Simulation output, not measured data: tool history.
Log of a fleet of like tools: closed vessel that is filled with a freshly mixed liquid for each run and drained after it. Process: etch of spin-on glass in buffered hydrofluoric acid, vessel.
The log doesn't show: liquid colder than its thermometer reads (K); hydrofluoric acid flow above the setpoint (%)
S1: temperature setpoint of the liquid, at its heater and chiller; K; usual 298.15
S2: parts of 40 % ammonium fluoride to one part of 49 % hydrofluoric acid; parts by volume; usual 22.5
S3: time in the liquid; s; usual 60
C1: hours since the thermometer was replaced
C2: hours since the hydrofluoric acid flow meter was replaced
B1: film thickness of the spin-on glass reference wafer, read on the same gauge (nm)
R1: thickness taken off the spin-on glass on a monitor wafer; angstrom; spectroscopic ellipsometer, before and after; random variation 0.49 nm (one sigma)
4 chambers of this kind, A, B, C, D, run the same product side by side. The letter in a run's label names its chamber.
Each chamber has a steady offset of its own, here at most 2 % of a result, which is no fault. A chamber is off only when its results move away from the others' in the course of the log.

Run 1D, hour 4: usual settings; C1 885.4; C2 539.1; B1 39.999. Result: R1 785.37 angstrom.
Run 2C, hour 10.6: usual settings; C1 403.5; C2 658.4; B1 39.964. Result: R1 773.97 angstrom.
Run 3B, hour 14.5: usual settings; C1 1140.9; C2 856.6; B1 40.016. Result: R1 801.57 angstrom.
Run 4A, hour 19.9: usual settings; C1 789.6; C2 1218.7; B1 39.978. Result: R1 793.05 angstrom.
Run 5C, hour 25.8: usual settings; C1 418.7; C2 673.6; B1 39.987. Result: R1 775.75 angstrom.
Run 6B, hour 30.3: usual settings; C1 1156.7; C2 872.4; B1 40.017. Result: R1 795.04 angstrom.
Run 7A, hour 35.1: usual settings; C1 804.8; C2 1233.9; B1 39.988. Result: R1 785.68 angstrom.
At hour 35.7: chamber A: hydrofluoric acid flow meter replaced.
Run 8D, hour 39.9: usual settings; C1 921.3; C2 575; B1 40.019. Result: R1 788.47 angstrom.
Run 9B, hour 46.1: usual settings; C1 1172.5; C2 888.2; B1 39.996. Result: R1 788.91 angstrom.
Run 10D, hour 51.2: usual settings; C1 932.6; C2 586.3; B1 39.982. Result: R1 788.47 angstrom.
Run 11C, hour 55.3: usual settings; C1 448.2; C2 703.1; B1 40.011. Result: R1 778.52 angstrom.
Run 12A, hour 60.8: usual settings; C1 830.5; C2 25.2; B1 40.005. Result: R1 787.88 angstrom.
Run 13A, hour 66.5: usual settings; C1 836.2; C2 30.9; B1 40.033. Result: R1 792.96 angstrom.
Run 14B, hour 69.9: usual settings; C1 1196.3; C2 912; B1 40.03. Result: R1 786.38 angstrom.
Run 15D, hour 72.9: usual settings; C1 954.3; C2 608; B1 39.978. Result: R1 792.5 angstrom.
Run 16C, hour 77.4: usual settings; C1 470.3; C2 725.2; B1 39.955. Result: R1 777.77 angstrom.
Run 17D, hour 82.2: usual settings; C1 963.6; C2 617.3; B1 39.973. Result: R1 787.56 angstrom.
Run 18B, hour 86.1: usual settings; C1 1212.5; C2 928.2; B1 39.993. Result: R1 780.91 angstrom.
Run 19A, hour 91: usual settings; C1 860.7; C2 55.4; B1 40.024. Result: R1 790.21 angstrom.
Run 20C, hour 97.5: usual settings; C1 490.4; C2 745.3; B1 39.958. Result: R1 774.87 angstrom.
Run 21B, hour 103.4: usual settings; C1 1229.8; C2 945.5; B1 39.989. Result: R1 776.11 angstrom.
Run 22C, hour 107.5: usual settings; C1 500.4; C2 755.3; B1 40.002. Result: R1 783.7 angstrom.
Run 23D, hour 112.3: usual settings; C1 993.7; C2 647.4; B1 40.043. Result: R1 783.21 angstrom.
Run 24A, hour 115.2: usual settings but S2 28 parts by volume, S3 80 s; C1 884.9; C2 79.6; B1 40.007. Result: R1 906.45 angstrom.
Run 25C, hour 119.8: usual settings but S2 28 parts by volume, S3 80 s; C1 512.7; C2 767.6; B1 39.984. Result: R1 897.19 angstrom.
Run 26D, hour 123.7: usual settings but S2 28 parts by volume, S3 80 s; C1 1005.1; C2 658.8; B1 40.004. Result: R1 904.69 angstrom.
Run 27B, hour 127.4: usual settings but S2 28 parts by volume, S3 80 s; C1 1253.8; C2 969.5; B1 39.999. Result: R1 887.96 angstrom.
Run 28A, hour 133.7: usual settings; C1 903.4; C2 98.1; B1 39.969. Result: R1 792.88 angstrom.
Run 29C, hour 139: usual settings; C1 531.9; C2 786.8; B1 39.992. Result: R1 770.37 angstrom.
Run 30A, hour 143.4: usual settings; C1 913.1; C2 107.8; B1 39.954. Result: R1 795.65 angstrom.
At hour 147.3: chamber D: hydrofluoric acid flow meter replaced.
Run 31D, hour 149.3: usual settings; C1 1030.7; C2 2; B1 39.965. Result: R1 777.8 angstrom.
At hour 152.9: chamber B: hydrofluoric acid flow meter replaced.
Run 32B, hour 154: usual settings; C1 1280.4; C2 1.1; B1 39.992. Result: R1 760.35 angstrom.
Run 33C, hour 160: usual settings; C1 552.9; C2 807.8; B1 40.027. Result: R1 783.99 angstrom.
Run 34D, hour 165.6: usual settings; C1 1047; C2 18.3; B1 39.988. Result: R1 783.56 angstrom.
Run 35B, hour 170.5: usual settings; C1 1296.9; C2 17.6; B1 39.994. Result: R1 765.11 angstrom.
Run 36A, hour 174.5: usual settings; C1 944.2; C2 138.9; B1 39.989. Result: R1 801.97 angstrom.
Run 37A, hour 179.6: usual settings but S2 27 parts by volume, S3 40 s; C1 949.3; C2 144; B1 40.007. Result: R1 464.39 angstrom.
Run 38C, hour 186.2: usual settings but S2 27 parts by volume, S3 40 s; C1 579.1; C2 834; B1 39.986. Result: R1 456.91 angstrom.
Run 39D, hour 190.5: usual settings but S2 27 parts by volume, S3 40 s; C1 1071.9; C2 43.2; B1 40.013. Result: R1 458.98 angstrom.
Run 40B, hour 194.6: usual settings but S2 27 parts by volume, S3 40 s; C1 1321; C2 41.7; B1 40.008. Result: R1 446.39 angstrom.
Run 41D, hour 199.6: usual settings; C1 1081; C2 52.3; B1 39.934. Result: R1 782.07 angstrom.

What goes on in this fleet: one chamber off, a drifting gauge, or nothing beyond the chambers' own small offsets? Name the chamber and the cause, if any.

Chamber B drifts away from the others.
Cause: liquid colder than its thermometer reads (K) = 0.784.

Here are 4 candidates for chamber B's next run, each the usual settings with a change, their results left as question marks. Which one brings its results back in line with what the others give on the usual settings?
In line means no further than this from the other chambers' mean on the usual settings: R1 17 angstrom
Run 42B-1, hour 204.4: usual settings but S1 298.65 K, S2 22 parts by volume. Result: R1 ?.
Run 42B-2, hour 204.4: usual settings but S1 297.65 K, S2 23 parts by volume. Result: R1 ?.
Run 42B-3, hour 204.4: usual settings but S2 25 parts by volume. Result: R1 ?.
Run 42B-4, hour 204.4: usual settings but S1 299.65 K. Result: R1 ?.

The other chambers' mean on the usual settings: R1 784.52 angstrom
  run      R1
42B-1  790.11
42B-2  725.12
42B-3  704.11
42B-4  822.39
42B-1 brings the chamber back in line.
